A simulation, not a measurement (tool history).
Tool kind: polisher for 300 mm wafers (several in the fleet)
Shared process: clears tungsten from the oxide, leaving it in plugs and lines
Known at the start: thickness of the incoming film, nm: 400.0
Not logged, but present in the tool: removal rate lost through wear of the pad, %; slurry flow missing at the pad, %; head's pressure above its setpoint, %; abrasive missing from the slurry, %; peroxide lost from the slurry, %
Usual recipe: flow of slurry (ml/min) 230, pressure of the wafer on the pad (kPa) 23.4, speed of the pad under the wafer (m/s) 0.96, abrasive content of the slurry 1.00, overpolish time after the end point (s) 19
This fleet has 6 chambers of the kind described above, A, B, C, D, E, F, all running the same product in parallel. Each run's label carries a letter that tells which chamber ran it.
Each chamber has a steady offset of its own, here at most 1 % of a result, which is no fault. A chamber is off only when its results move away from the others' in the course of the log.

| run | hour | flow of slurry (ml/min) | pressure of the wafer on the pad (kPa) | speed of the pad under the wafer (m/s) | abrasive content of the slurry | overpolish time after the end point (s) | wafers polished on this pad | hours since the slurry nozzle was cleaned | hours since the head pressure was calibrated | hours since the slurry blender was calibrated | hours since the slurry got fresh peroxide | time until the end point was called (s) |
|---|---|---|---|---|---|---|---|---|---|---|---|---|
|  | 0.1 | chamber E: worn pad replaced by a new one |
| 1E | 5.2 | 230 | 23.4 | 0.96 | 1.00 | 19 | 33 | 352.5 | 475.5 | 327.5 | 27.1 | 88.130 |
|  | 5.8 | chamber D: slurry tank refilled with fresh slurry and peroxide |
|  | 6.0 | chamber A: slurry nozzle cleaned |
| 2F | 9.6 | 230 | 23.4 | 0.96 | 1.00 | 19 | 115 | 161.0 | 59.0 | 285.4 | 132.0 | 90.658 |
| 3A | 14.3 | 230 | 23.4 | 0.96 | 1.00 | 19 | 403 | 8.3 | 18.2 | 213.3 | 17.7 | 91.196 |
| 4D | 18.6 | 230 | 23.4 | 0.96 | 1.00 | 19 | 1339 | 182.1 | 84.9 | 55.9 | 12.8 | 92.197 |
| 5B | 23.6 | 230 | 23.4 | 0.96 | 1.00 | 19 | 374 | 385.6 | 423.5 | 53.1 | 40.9 | 90.563 |
| 6C | 27.6 | 230 | 23.4 | 0.96 | 1.00 | 19 | 303 | 344.4 | 234.4 | 51.8 | 33.0 | 90.310 |
|  | 31.1 | chamber E: slurry tank refilled with fresh slurry and peroxide |
| 7A | 32.6 | 230 | 23.4 | 0.74 | 1.15 | 19 | 521 | 26.6 | 36.5 | 231.6 | 36.0 | 120.100 |
|  | 34.1 | chamber F: slurry blender recalibrated |
| 8D | 38.4 | 230 | 23.4 | 0.74 | 1.15 | 19 | 1467 | 201.9 | 104.7 | 75.7 | 32.6 | 115.660 |
|  | 39.3 | chamber D: worn pad replaced by a new one |
| 9B | 41.5 | 230 | 23.4 | 0.74 | 1.15 | 19 | 490 | 403.5 | 441.4 | 71.0 | 58.8 | 115.930 |
|  | 44.0 | chamber A: slurry tank refilled with fresh slurry and peroxide |
| 10C | 46.4 | 230 | 23.4 | 0.74 | 1.15 | 19 | 425 | 363.2 | 253.2 | 70.6 | 51.8 | 119.110 |
| 11E | 51.7 | 230 | 23.4 | 0.74 | 1.15 | 19 | 334 | 399.0 | 522.0 | 374.0 | 20.6 | 112.850 |
|  | 56.3 | chamber F: slurry tank refilled with fresh slurry and peroxide |
| 12F | 57.4 | 230 | 23.4 | 0.74 | 1.15 | 19 | 425 | 208.8 | 106.8 | 23.4 | 1.2 | 116.150 |
|  | 58.0 | chamber D: slurry tank refilled with fresh slurry and peroxide |
|  | 61.2 | chamber F: worn pad replaced by a new one |
| 13D | 62.2 | 230 | 23.4 | 0.96 | 1.00 | 19 | 149 | 225.7 | 128.5 | 99.5 | 4.2 | 94.361 |
| 14C | 67.8 | 230 | 23.4 | 0.96 | 1.00 | 19 | 564 | 384.6 | 274.6 | 92.0 | 73.2 | 92.658 |
|  | 69.5 | chamber A: slurry blender recalibrated |
| 15A | 70.7 | 230 | 23.4 | 0.96 | 1.00 | 19 | 768 | 64.7 | 74.6 | 1.2 | 26.8 | 92.806 |
|  | 71.9 | chamber E: slurry tank refilled with fresh slurry and peroxide |
|  | 73.6 | chamber B: worn pad replaced by a new one |
| 16B | 75.0 | 230 | 23.4 | 0.96 | 1.00 | 19 | 9 | 437.0 | 474.9 | 104.5 | 92.3 | 92.711 |
|  | 77.1 | chamber C: slurry tank refilled with fresh slurry and peroxide |
| 17F | 79.8 | 230 | 23.4 | 0.96 | 1.00 | 19 | 120 | 231.2 | 129.2 | 45.8 | 23.6 | 90.264 |
| 18E | 82.6 | 230 | 23.4 | 0.96 | 1.00 | 19 | 535 | 429.9 | 552.9 | 404.9 | 10.7 | 90.322 |
| 19E | 85.4 | 230 | 18.6 | 0.96 | 1.00 | 19 | 553 | 432.7 | 555.7 | 407.7 | 13.5 | 113.950 |
|  | 87.0 | chamber B: slurry nozzle cleaned |
| 20D | 91.7 | 230 | 18.6 | 0.96 | 1.00 | 19 | 340 | 255.2 | 158.0 | 129.0 | 33.7 | 113.360 |
|  | 92.8 | chamber A: slurry tank refilled with fresh slurry and peroxide |
| 21F | 96.1 | 230 | 18.6 | 0.96 | 1.00 | 19 | 226 | 247.5 | 145.5 | 62.1 | 39.9 | 113.500 |
| 22C | 99.4 | 230 | 18.6 | 0.96 | 1.00 | 19 | 769 | 416.2 | 306.2 | 123.6 | 22.4 | 118.370 |
| 23B | 105.5 | 230 | 18.6 | 0.96 | 1.00 | 19 | 207 | 18.5 | 505.4 | 135.0 | 122.8 | 115.890 |
|  | 107.8 | chamber E: worn pad replaced by a new one |
| 24A | 109.9 | 230 | 18.6 | 0.96 | 1.00 | 19 | 1023 | 103.9 | 113.8 | 40.4 | 17.1 | 116.120 |
|  | 112.1 | chamber E: slurry tank refilled with fresh slurry and peroxide |
|  | 112.8 | chamber D: slurry tank refilled with fresh slurry and peroxide |
|  | 113.0 | chamber C: worn pad replaced by a new one |
| 25F | 115.0 | 230 | 23.4 | 0.96 | 0.85 | 15 | 349 | 266.4 | 164.4 | 81.0 | 58.8 | 93.989 |
| 26E | 118.6 | 230 | 23.4 | 0.96 | 0.85 | 15 | 70 | 465.9 | 588.9 | 440.9 | 6.5 | 97.951 |
| 27C | 123.3 | 230 | 23.4 | 0.96 | 0.85 | 15 | 67 | 440.1 | 330.1 | 147.5 | 46.3 | 91.467 |
| 28A | 129.6 | 230 | 23.4 | 0.96 | 0.85 | 15 | 1150 | 123.6 | 133.5 | 60.1 | 36.8 | 100.270 |
|  | 134.3 | chamber A: slurry tank refilled with fresh slurry and peroxide |
|  | 134.9 | chamber E: slurry blender recalibrated |
| 29B | 136.0 | 230 | 23.4 | 0.96 | 0.85 | 15 | 404 | 49.0 | 535.9 | 165.5 | 153.3 | 97.252 |
| 30D | 139.1 | 230 | 23.4 | 0.96 | 0.85 | 15 | 647 | 302.6 | 205.4 | 176.4 | 26.4 | 95.689 |
|  | 144.8 | chamber F: worn pad replaced by a new one |
| 31D | 145.0 | 230 | 23.4 | 0.96 | 1.00 | 19 | 686 | 308.5 | 211.3 | 182.3 | 32.3 | 93.258 |
|  | 148.7 | chamber C: slurry tank refilled with fresh slurry and peroxide |
| 32A | 149.0 | 230 | 23.4 | 0.96 | 1.00 | 19 | 1276 | 143.0 | 152.9 | 79.5 | 14.7 | 92.103 |
| 33B | 152.9 | 295 | 23.4 | 0.96 | 1.00 | 19 | 514 | 65.9 | 552.8 | 182.4 | 170.2 | 89.279 |
| 34F | 158.1 | 295 | 23.4 | 0.96 | 1.00 | 19 | 86 | 309.5 | 207.5 | 124.1 | 101.9 | 90.262 |
| 35E | 163.6 | 295 | 23.4 | 0.96 | 1.00 | 19 | 362 | 510.9 | 633.9 | 28.8 | 51.5 | 89.997 |
| 36C | 166.7 | 295 | 23.4 | 0.96 | 1.00 | 19 | 348 | 483.5 | 373.5 | 190.9 | 18.1 | 85.328 |

All chambers now run identical settings, listed one chamber a line with results as question marks. What results will each chamber show?
| 37A | 171.3 | 230 | 23.4 | 0.96 | 1.00 | 19 |  |  |  |  |  | ? |
| 37B | 171.3 | 230 | 23.4 | 0.96 | 1.00 | 19 |  |  |  |  |  | ? |
| 37C | 171.3 | 230 | 23.4 | 0.96 | 1.00 | 19 |  |  |  |  |  | ? |
| 37D | 171.3 | 230 | 23.4 | 0.96 | 1.00 | 19 |  |  |  |  |  | ? |
| 37E | 171.3 | 230 | 23.4 | 0.96 | 1.00 | 19 |  |  |  |  |  | ? |
| 37F | 171.3 | 230 | 23.4 | 0.96 | 1.00 | 19 |  |  |  |  |  | ? |

| run | time until the end point was called (s) |
|---|---|
| 37A | 91.139 |
| 37B | 91.886 |
| 37C | 89.055 |
| 37D | 94.905 |
| 37E | 93.836 |
| 37F | 91.533 |
